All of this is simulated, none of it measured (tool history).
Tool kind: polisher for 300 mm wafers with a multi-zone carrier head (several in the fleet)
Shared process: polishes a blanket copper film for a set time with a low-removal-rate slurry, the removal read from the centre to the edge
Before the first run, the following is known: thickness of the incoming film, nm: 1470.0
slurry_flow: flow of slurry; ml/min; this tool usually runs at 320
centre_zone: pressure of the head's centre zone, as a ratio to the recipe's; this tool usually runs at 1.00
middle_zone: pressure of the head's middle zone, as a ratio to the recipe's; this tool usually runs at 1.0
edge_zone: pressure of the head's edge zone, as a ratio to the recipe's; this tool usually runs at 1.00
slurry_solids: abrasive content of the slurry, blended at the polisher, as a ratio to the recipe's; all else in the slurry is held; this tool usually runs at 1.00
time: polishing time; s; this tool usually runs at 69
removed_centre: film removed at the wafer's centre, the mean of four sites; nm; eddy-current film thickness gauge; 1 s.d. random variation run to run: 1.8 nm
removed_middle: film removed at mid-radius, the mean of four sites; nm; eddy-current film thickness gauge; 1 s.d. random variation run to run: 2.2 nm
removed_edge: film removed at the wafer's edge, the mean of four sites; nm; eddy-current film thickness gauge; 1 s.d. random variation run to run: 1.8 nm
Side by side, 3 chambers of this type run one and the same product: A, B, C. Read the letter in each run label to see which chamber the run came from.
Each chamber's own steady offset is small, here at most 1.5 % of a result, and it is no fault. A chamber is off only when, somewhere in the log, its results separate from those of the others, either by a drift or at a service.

Run 1C, hour 4.6: usual settings. Result: removed_centre 236.23 nm, removed_middle 231.46 nm, removed_edge 233.80 nm.
Run 2B, hour 9.4: usual settings. Result: removed_centre 233.92 nm, removed_middle 229.03 nm, removed_edge 232.81 nm.
Run 3A, hour 11.7: usual settings. Result: removed_centre 234.52 nm, removed_middle 226.66 nm, removed_edge 231.89 nm.
At hour 14.1: chamber B: worn pad replaced by a new one.
Run 4C, hour 16.3: usual settings. Result: removed_centre 231.52 nm, removed_middle 231.93 nm, removed_edge 233.90 nm.
Run 5B, hour 19.9: usual settings. Result: removed_centre 235.12 nm, removed_middle 228.84 nm, removed_edge 232.70 nm.
Run 6A, hour 24.4: usual settings. Result: removed_centre 229.46 nm, removed_middle 231.00 nm, removed_edge 230.35 nm.
At hour 26.3: chamber A: worn pad replaced by a new one.
Run 7C, hour 27.5: usual settings but middle_zone 0.9. Result: removed_centre 231.06 nm, removed_middle 207.91 nm, removed_edge 231.92 nm.
At hour 27.8: chamber C: worn pad replaced by a new one.
Run 8A, hour 30.6: usual settings but middle_zone 0.9. Result: removed_centre 232.57 nm, removed_middle 210.37 nm, removed_edge 233.96 nm.
Run 9B, hour 32.9: usual settings but middle_zone 0.9. Result: removed_centre 236.04 nm, removed_middle 211.21 nm, removed_edge 230.97 nm.
Run 10C, hour 35.7: usual settings. Result: removed_centre 234.44 nm, removed_middle 232.30 nm, removed_edge 232.08 nm.
Run 11A, hour 39.1: usual settings. Result: removed_centre 229.77 nm, removed_middle 229.24 nm, removed_edge 230.39 nm.
Run 12B, hour 42.2: usual settings. Result: removed_centre 234.23 nm, removed_middle 229.78 nm, removed_edge 231.54 nm.
Run 13B, hour 46.4: usual settings but centre_zone 1.12, slurry_solids 0.90. Result: removed_centre 260.98 nm, removed_middle 223.35 nm, removed_edge 228.21 nm.
Run 14C, hour 49.3: usual settings but centre_zone 1.12, slurry_solids 0.90. Result: removed_centre 261.34 nm, removed_middle 228.76 nm, removed_edge 227.73 nm.
Run 15A, hour 52.4: usual settings but centre_zone 1.12, slurry_solids 0.90. Result: removed_centre 256.61 nm, removed_middle 224.95 nm, removed_edge 228.57 nm.
Run 16B, hour 56.1: usual settings. Result: removed_centre 231.88 nm, removed_middle 228.85 nm, removed_edge 230.37 nm.
Run 17A, hour 58.3: usual settings but edge_zone 0.89. Result: removed_centre 228.53 nm, removed_middle 233.43 nm, removed_edge 220.59 nm.
Run 18C, hour 62.0: usual settings but edge_zone 0.89. Result: removed_centre 229.32 nm, removed_middle 233.81 nm, removed_edge 219.62 nm.
Run 19A, hour 66.2: usual settings but edge_zone 0.89. Result: removed_centre 234.51 nm, removed_middle 232.09 nm, removed_edge 218.16 nm.
Run 20B, hour 70.6: usual settings. Result: removed_centre 234.21 nm, removed_middle 228.73 nm, removed_edge 233.70 nm.
At hour 73.8: chamber A: worn pad replaced by a new one.
Run 21C, hour 74.0: usual settings. Result: removed_centre 231.68 nm, removed_middle 229.51 nm, removed_edge 230.83 nm.
At hour 75.6: chamber C: worn pad replaced by a new one.
Run 22C, hour 78.3: usual settings. Result: removed_centre 230.62 nm, removed_middle 229.11 nm, removed_edge 231.86 nm.
Run 23A, hour 82.3: usual settings. Result: removed_centre 235.11 nm, removed_middle 229.77 nm, removed_edge 232.83 nm.
Run 24B, hour 86.0: usual settings. Result: removed_centre 234.17 nm, removed_middle 230.06 nm, removed_edge 232.18 nm.
Run 25C, hour 90.1: usual settings. Result: removed_centre 231.19 nm, removed_middle 237.69 nm, removed_edge 234.29 nm.
Run 26B, hour 94.3: usual settings. Result: removed_centre 234.03 nm, removed_middle 226.62 nm, removed_edge 231.31 nm.
Run 27A, hour 98.4: usual settings. Result: removed_centre 235.23 nm, removed_middle 232.88 nm, removed_edge 231.06 nm.
At hour 98.6: chamber C: slurry nozzle cleaned.
At hour 101.6: chamber A: edge zone pressure recalibrated.
Run 28C, hour 102.9: usual settings. Result: removed_centre 234.69 nm, removed_middle 233.76 nm, removed_edge 235.54 nm.
Run 29A, hour 106.8: usual settings but slurry_solids 1.25. Result: removed_centre 247.41 nm, removed_middle 245.59 nm, removed_edge 246.32 nm.
At hour 109.3: chamber B: worn pad replaced by a new one.
At hour 110.5: chamber A: worn pad replaced by a new one.
Run 30B, hour 110.7: usual settings but slurry_solids 1.25. Result: removed_centre 248.91 nm, removed_middle 242.62 nm, removed_edge 244.38 nm.
Run 31C, hour 113.0: usual settings but slurry_solids 1.25. Result: removed_centre 242.33 nm, removed_middle 244.78 nm, removed_edge 245.37 nm.
Run 32A, hour 117.3: usual settings. Result: removed_centre 233.36 nm, removed_middle 233.55 nm, removed_edge 235.77 nm.
Run 33B, hour 121.1: usual settings. Result: removed_centre 241.07 nm, removed_middle 229.82 nm, removed_edge 232.73 nm.

Is one chamber off against the others, does the gauge drift, or is nothing wrong? If a chamber is off, say which, and what the likeliest cause is.

All chambers stay in line apart from their small fixed offsets, and the gauge does not drift.

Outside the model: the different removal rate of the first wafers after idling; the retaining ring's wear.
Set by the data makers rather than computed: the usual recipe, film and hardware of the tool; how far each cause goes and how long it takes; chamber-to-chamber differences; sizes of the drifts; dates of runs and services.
